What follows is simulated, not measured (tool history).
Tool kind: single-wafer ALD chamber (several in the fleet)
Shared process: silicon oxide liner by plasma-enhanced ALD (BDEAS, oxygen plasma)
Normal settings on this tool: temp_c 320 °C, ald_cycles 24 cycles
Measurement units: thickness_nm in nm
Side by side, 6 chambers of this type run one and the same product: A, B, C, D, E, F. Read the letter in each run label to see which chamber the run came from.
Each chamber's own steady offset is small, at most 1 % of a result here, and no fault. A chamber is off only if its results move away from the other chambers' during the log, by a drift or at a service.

run   hour  temp_c  ald_cycles  hours since the last thermocouple change  read-back reference wafer on the same gauge, thickness_nm  thickness_nm
 1B   10.8     320          24                                     938.3                                                     2.2898        2.1566
 2D   23.7     320          24                                    2211.9                                                     2.2882        2.1693
 3C   35.4     320          24                                    1156.5                                                     2.2886        2.1672
 4F   43.4     320          24                                     909.8                                                     2.2877        2.1677
 5E   54.5     320          24                                     632.6                                                     2.2891        2.1887
 6A   63.9     320          24                                    1007.6                                                     2.2865        2.1619
 7E   77.2     320          24                                     655.3                                                     2.2874        2.1847
 8A   84.4     320          24                                    1028.1                                                     2.2866        2.1628
 9D   91.0     320          24                                    2279.2                                                     2.2858        2.1675
10F   97.4     320          24                                     963.8                                                     2.2865        2.1609
11C  106.9     320          24                                    1228.0                                                     2.2852        2.1679
12B  116.7     320          24                                    1044.2                                                     2.2857        2.1579
13C  126.4     313          24                                    1247.5                                                     2.2848        2.1832
14B  136.1     313          24                                    1063.6                                                     2.2846        2.1749
15A  145.0     313          24                                    1088.7                                                     2.2842        2.1773
16F  157.3     313          24                                    1023.7                                                     2.2833        2.1884
17E  163.6     313          24                                     741.7                                                     2.2835        2.1960
18D  172.8     313          24                                    2361.0                                                     2.2835        2.1814
19A  181.9     320          24                                    1125.6                                                     2.2821        2.1519
20D  194.6     320          24                                    2382.8                                                     2.2813        2.1665
21B  205.7     320          24                                    1133.2                                                     2.2808        2.1489
22E  219.1     320          24                                     797.2                                                     2.2804        2.1726
23C  225.3     320          24                                    1346.4                                                     2.2810        2.1672
     231.3  -- chamber B: thermocouple changed; heater temperature recalibrated
24F  233.7     320          24                                    1100.1                                                     2.2805        2.1655
25F  241.9     311          26                                    1108.3                                                     2.2792        2.3730
     245.9  -- chamber D: thermocouple changed; heater temperature recalibrated
26D  253.4     311          26                                       7.5                                                     2.2802        2.3703
27A  265.7     311          26                                    1209.4                                                     2.2782        2.3584
28B  276.1     311          26                                      44.9                                                     2.2789        2.3549
29E  285.6     311          26                                     863.7                                                     2.2773        2.3832
30C  296.2     311          26                                    1417.3                                                     2.2779        2.3699
31A  308.8     320          24                                    1252.5                                                     2.2770        2.1525
32E  314.6     320          24                                     892.7                                                     2.2779        2.1663
     315.1  -- chamber C: thermocouple changed; heater temperature recalibrated
33C  327.7     320          24                                      12.6                                                     2.2770        2.1568
34B  340.3     313          26                                     109.1                                                     2.2753        2.3501
35D  347.5     313          26                                     101.6                                                     2.2751        2.3560
36F  355.3     313          26                                    1221.7                                                     2.2751        2.3641

Next, every chamber runs the same settings. What will each give?
37A  365.0     320          22                                                                                                                  ?
37B  365.0     320          22                                                                                                                  ?
37C  365.0     320          22                                                                                                                  ?
37D  365.0     320          22                                                                                                                  ?
37E  365.0     320          22                                                                                                                  ?
37F  365.0     320          22                                                                                                                  ?

run  thickness_nm
37A        1.9700
37B        1.9659
37C        1.9754
37D        1.9822
37E        1.9880
37F        1.9816
